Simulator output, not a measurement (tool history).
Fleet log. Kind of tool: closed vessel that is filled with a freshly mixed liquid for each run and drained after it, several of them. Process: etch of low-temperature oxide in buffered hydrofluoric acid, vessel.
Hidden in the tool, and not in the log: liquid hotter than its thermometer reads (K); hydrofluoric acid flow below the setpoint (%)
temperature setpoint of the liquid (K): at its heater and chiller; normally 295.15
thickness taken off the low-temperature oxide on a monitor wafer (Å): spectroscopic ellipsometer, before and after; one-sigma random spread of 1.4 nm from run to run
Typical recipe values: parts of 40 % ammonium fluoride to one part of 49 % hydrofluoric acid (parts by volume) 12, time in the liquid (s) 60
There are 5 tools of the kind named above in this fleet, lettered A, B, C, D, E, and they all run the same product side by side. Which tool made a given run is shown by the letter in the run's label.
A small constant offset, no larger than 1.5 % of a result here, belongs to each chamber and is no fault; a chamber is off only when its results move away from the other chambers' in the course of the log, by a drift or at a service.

| run | day | temperature setpoint of the liquid (K) | parts of 40 % ammonium fluoride to one part of 49 % hydrofluoric acid (parts by volume) | time in the liquid (s) | hours since the thermometer was replaced | hours since the hydrofluoric acid flow meter was replaced | read-back film thickness of the low-temperature oxide reference wafer, read on the same gauge (nm) | thickness taken off the low-temperature oxide on a monitor wafer (Å) |
|---|---|---|---|---|---|---|---|---|
| 1B | 0.229 | 295.15 | 12 | 60 | 660.5 | 937.8 | 59.983 | 2669.5 |
| 2D | 0.546 | 295.15 | 12 | 60 | 72 | 164.9 | 59.951 | 2689.3 |
| 3C | 0.883 | 295.15 | 12 | 60 | 1002.2 | 568 | 59.972 | 2656.5 |
| 4A | 1.133 | 295.15 | 12 | 60 | 2075.9 | 629.6 | 60.018 | 2654.5 |
| 5E | 1.417 | 295.15 | 14 | 60 | 983 | 744.1 | 59.957 | 2291 |
| 6D | 1.6 | 295.15 | 14 | 60 | 97.3 | 190.2 | 60.007 | 2315 |
| 7E | 1.896 | 295.15 | 14 | 60 | 994.5 | 755.6 | 59.993 | 2295.1 |
| 8C | 2.129 | 295.15 | 14 | 60 | 1032.1 | 597.9 | 59.942 | 2284.8 |
| 9B | 2.425 | 295.15 | 14 | 60 | 713.2 | 990.5 | 59.991 | 2279.3 |
| 10A | 2.696 | 295.15 | 12 | 60 | 2113.4 | 667.1 | 59.948 | 2675 |
| 11A | 2.967 | 295.15 | 12 | 60 | 2119.9 | 673.6 | 60.008 | 2665.4 |
|  | 3.167 | chamber B: hydrofluoric acid flow meter replaced |
| 12E | 3.308 | 295.15 | 12 | 60 | 1028.4 | 789.5 | 60.01 | 2684.2 |
| 13D | 3.629 | 295.15 | 12 | 60 | 146 | 238.9 | 60.013 | 2717.1 |
| 14C | 3.888 | 297.65 | 12 | 60 | 1074.3 | 640.1 | 59.97 | 3045.1 |
| 15B | 4.117 | 297.65 | 12 | 60 | 753.8 | 22.8 | 59.945 | 3058.6 |
| 16D | 4.354 | 297.65 | 12 | 60 | 163.4 | 256.3 | 60.024 | 3084.9 |
| 17E | 4.667 | 297.65 | 12 | 60 | 1061 | 822.1 | 60.021 | 3114.7 |
| 18C | 4.946 | 297.65 | 12 | 60 | 1099.7 | 665.5 | 59.982 | 3038.7 |
| 19B | 5.258 | 295.15 | 12 | 60 | 781.2 | 50.2 | 59.986 | 2659.3 |
| 20A | 5.567 | 295.15 | 12 | 60 | 2182.3 | 736 | 60.002 | 2683.1 |
| 21A | 5.85 | 295.15 | 12 | 60 | 2189.1 | 742.8 | 60.059 | 2667 |
| 22C | 6.138 | 295.15 | 12 | 60 | 1128.3 | 694.1 | 60.001 | 2646.1 |
| 23E | 6.5 | 295.15 | 12 | 60 | 1105 | 866.1 | 60.022 | 2740.5 |
| 24D | 6.771 | 295.15 | 12 | 60 | 221.4 | 314.3 | 60.032 | 2688 |
| 25B | 7.1 | 295.15 | 12 | 60 | 825.4 | 94.4 | 60.009 | 2651.4 |
| 26E | 7.304 | 295.15 | 12 | 60 | 1124.3 | 885.4 | 59.98 | 2765.2 |
| 27C | 7.638 | 290.15 | 12 | 60 | 1164.3 | 730.1 | 59.992 | 1999.2 |
| 28A | 7.967 | 290.15 | 12 | 60 | 2239.9 | 793.6 | 60.024 | 2026.2 |
| 29B | 8.175 | 290.15 | 12 | 60 | 851.2 | 120.2 | 59.998 | 1993.5 |
| 30D | 8.467 | 290.15 | 12 | 60 | 262.1 | 355 | 60.001 | 2031 |
| 31C | 8.758 | 290.15 | 12 | 60 | 1191.2 | 757 | 60.029 | 1997.5 |
| 32A | 8.942 | 298.65 | 16 | 60 | 2263.3 | 817 | 60.001 | 2460.3 |
| 33E | 9.238 | 298.65 | 16 | 60 | 1170.7 | 931.8 | 59.962 | 2521.3 |
| 34D | 9.421 | 298.65 | 16 | 60 | 285 | 377.9 | 59.983 | 2443.1 |
| 35B | 9.704 | 298.65 | 16 | 60 | 887.9 | 156.9 | 59.987 | 2417.1 |
| 36E | 9.946 | 298.65 | 16 | 60 | 1187.7 | 948.8 | 59.986 | 2535.2 |
| 37C | 10.242 | 292.15 | 13.5 | 60 | 1226.8 | 792.6 | 59.997 | 2000.6 |
| 38D | 10.508 | 292.15 | 13.5 | 60 | 311.1 | 404 | 60.015 | 2004.2 |
| 39A | 10.879 | 292.15 | 13.5 | 60 | 2309.8 | 863.5 | 60.014 | 2015.2 |

One chamber off, gauge drift, or nothing amiss beyond the chambers' own small offsets? If it is a chamber, which one, and what is the likeliest cause?

Chamber E drifts away from the others.
Likeliest cause: liquid hotter than its thermometer reads (K) = 0.986.
The log might look much the same if the cause were instead: hydrofluoric acid flow above the setpoint (%).

Here are 4 candidates for chamber E's next run, each the usual settings with a change, their results left as question marks. Which one brings its results back in line with what the others give on the usual settings?
To be in line, a result may differ from the other chambers' mean on the usual settings by at most: thickness taken off the low-temperature oxide on a monitor wafer (Å) 49
| 40E-1 | 11.15 | 296.15 | 12 | 60 |  |  |  | ? |
| 40E-2 | 11.15 | 295.15 | 13 | 60 |  |  |  | ? |
| 40E-3 | 11.15 | 294.15 | 12 | 60 |  |  |  | ? |
| 40E-4 | 11.15 | 295.15 | 12 | 65 |  |  |  | ? |

The mean the other chambers reach with the usual settings: thickness taken off the low-temperature oxide on a monitor wafer (Å) 2666.6
| run | thickness taken off the low-temperature oxide on a monitor wafer (Å) |
|---|---|
| 40E-1 | 2964.3 |
| 40E-2 | 2596.1 |
| 40E-3 | 2657.4 |
| 40E-4 | 3041.9 |
40E-3 is the one that brings the chamber's results back in line with the other chambers.
